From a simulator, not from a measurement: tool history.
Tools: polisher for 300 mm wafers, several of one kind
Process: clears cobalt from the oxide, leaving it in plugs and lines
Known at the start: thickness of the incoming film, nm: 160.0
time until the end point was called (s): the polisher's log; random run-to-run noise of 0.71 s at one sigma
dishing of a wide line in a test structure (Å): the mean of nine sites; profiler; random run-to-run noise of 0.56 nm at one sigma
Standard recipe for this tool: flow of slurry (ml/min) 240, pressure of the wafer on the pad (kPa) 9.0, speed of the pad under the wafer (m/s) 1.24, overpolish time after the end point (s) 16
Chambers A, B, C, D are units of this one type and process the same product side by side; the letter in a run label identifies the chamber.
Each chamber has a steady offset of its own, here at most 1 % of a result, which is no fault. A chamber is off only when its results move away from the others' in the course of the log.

run	hour	flow of slurry (ml/min)	pressure of the wafer on the pad (kPa)	speed of the pad under the wafer (m/s)	overpolish time after the end point (s)	time until the end point was called (s)	dishing of a wide line in a test structure (Å)
1B	5.5	240	9.0	1.24	16	43.191	462.23
2D	13.9	240	9.0	1.24	16	42.904	438.39
3A	20.8	240	9.0	1.24	16	42.605	460.93
# hour 28.1: chamber D: worn pad replaced by a new one
4C	29.3	240	9.0	1.24	16	44.340	454.28
# hour 31.4: chamber A: head pressure recalibrated
5C	33.6	240	10.3	1.40	16	32.572	546.38
6D	41.6	240	10.3	1.40	16	33.360	549.42
7B	50.2	240	10.3	1.40	16	32.478	558.34
8A	55.8	240	10.3	1.40	16	32.453	555.42
9C	60.1	240	9.0	1.24	16	43.235	439.21
10D	66.0	240	9.0	1.24	16	43.343	459.00
# hour 66.4: chamber B: slurry nozzle cleaned
11A	74.4	240	9.0	1.24	16	44.448	455.55
12B	79.3	240	9.0	1.24	16	43.557	450.07
# hour 83.6: chamber A: worn pad replaced by a new one
13A	86.2	240	9.0	1.24	16	43.853	465.91
14B	92.0	240	9.0	1.24	16	43.802	467.65
# hour 95.8: chamber C: head pressure recalibrated
15D	98.6	240	9.0	1.24	16	42.928	456.35
16C	104.7	240	9.0	1.24	16	43.487	462.62
# hour 106.0: chamber B: worn pad replaced by a new one
17B	111.9	240	9.0	1.24	16	42.277	455.99
18A	120.6	240	6.2	1.24	16	62.659	346.27
19D	125.3	240	6.2	1.24	16	61.564	339.64
20C	132.1	240	6.2	1.24	16	62.621	330.75
21A	137.8	240	6.2	1.24	16	61.557	348.91
22B	144.5	240	9.0	1.24	16	43.256	460.53
23D	150.2	155	9.0	1.24	16	44.803	421.50
24C	155.0	155	9.0	1.24	16	46.240	415.58
25C	162.3	155	9.0	1.24	16	47.301	412.99
26D	170.9	155	9.0	1.24	16	45.139	428.19
27A	177.1	240	9.0	1.24	16	43.458	464.03
28B	182.6	240	9.0	1.24	16	44.351	461.65
29B	189.9	240	9.0	1.24	16	43.656	452.09
30C	194.4	205	9.0	1.24	16	48.482	423.81
31A	199.6	205	9.0	1.24	16	44.296	452.26
32D	208.7	205	9.0	1.24	16	42.384	449.09
# hour 209.0: chamber D: worn pad replaced by a new one
33A	214.2	205	9.0	1.24	16	44.912	458.23
34B	222.5	240	9.0	1.24	16	43.163	451.55
35C	231.9	240	7.6	1.24	16	57.076	360.24
36D	240.8	240	7.6	1.24	16	51.970	395.18
37C	245.7	240	7.6	1.24	16	57.573	361.56
38D	252.6	240	7.6	1.24	16	51.012	389.01

Has any chamber moved away from the others, gradually or after a service, or does the common gauge drift, or do the chambers differ only by their own small steady offsets? State the chamber and the most likely cause if one applies.

Chamber C drifts away from the others.
Likeliest cause: removal rate lost through wear of the pad, % = 12.4.
With only this log, it may be confused with: head's pressure below its setpoint, %.

Here are 4 candidates for chamber C's next run, each the usual settings with a change, their results left as question marks. Which one brings its results back in line with what the others give on the usual settings?
In-line tolerance around the mean of the other chambers on the usual settings: time until the end point was called (s) 2.500; dishing of a wide line in a test structure (Å) 20.00
39C-1	259.3	240	9.0	1.28	16	?	?
39C-2	259.3	240	9.0	1.20	16	?	?
39C-3	259.3	240	9.7	1.32	16	?	?
39C-4	259.3	240	8.3	1.16	16	?	?

Other chambers, usual settings, mean: time until the end point was called (s) 43.033; dishing of a wide line in a test structure (Å) 456.95
run	time until the end point was called (s)	dishing of a wide line in a test structure (Å)
39C-1	48.084	421.61
39C-2	51.290	400.95
39C-3	43.278	456.75
39C-4	57.508	366.06
The right change is 39C-3: it brings the chamber back within the allowed miss of the others.
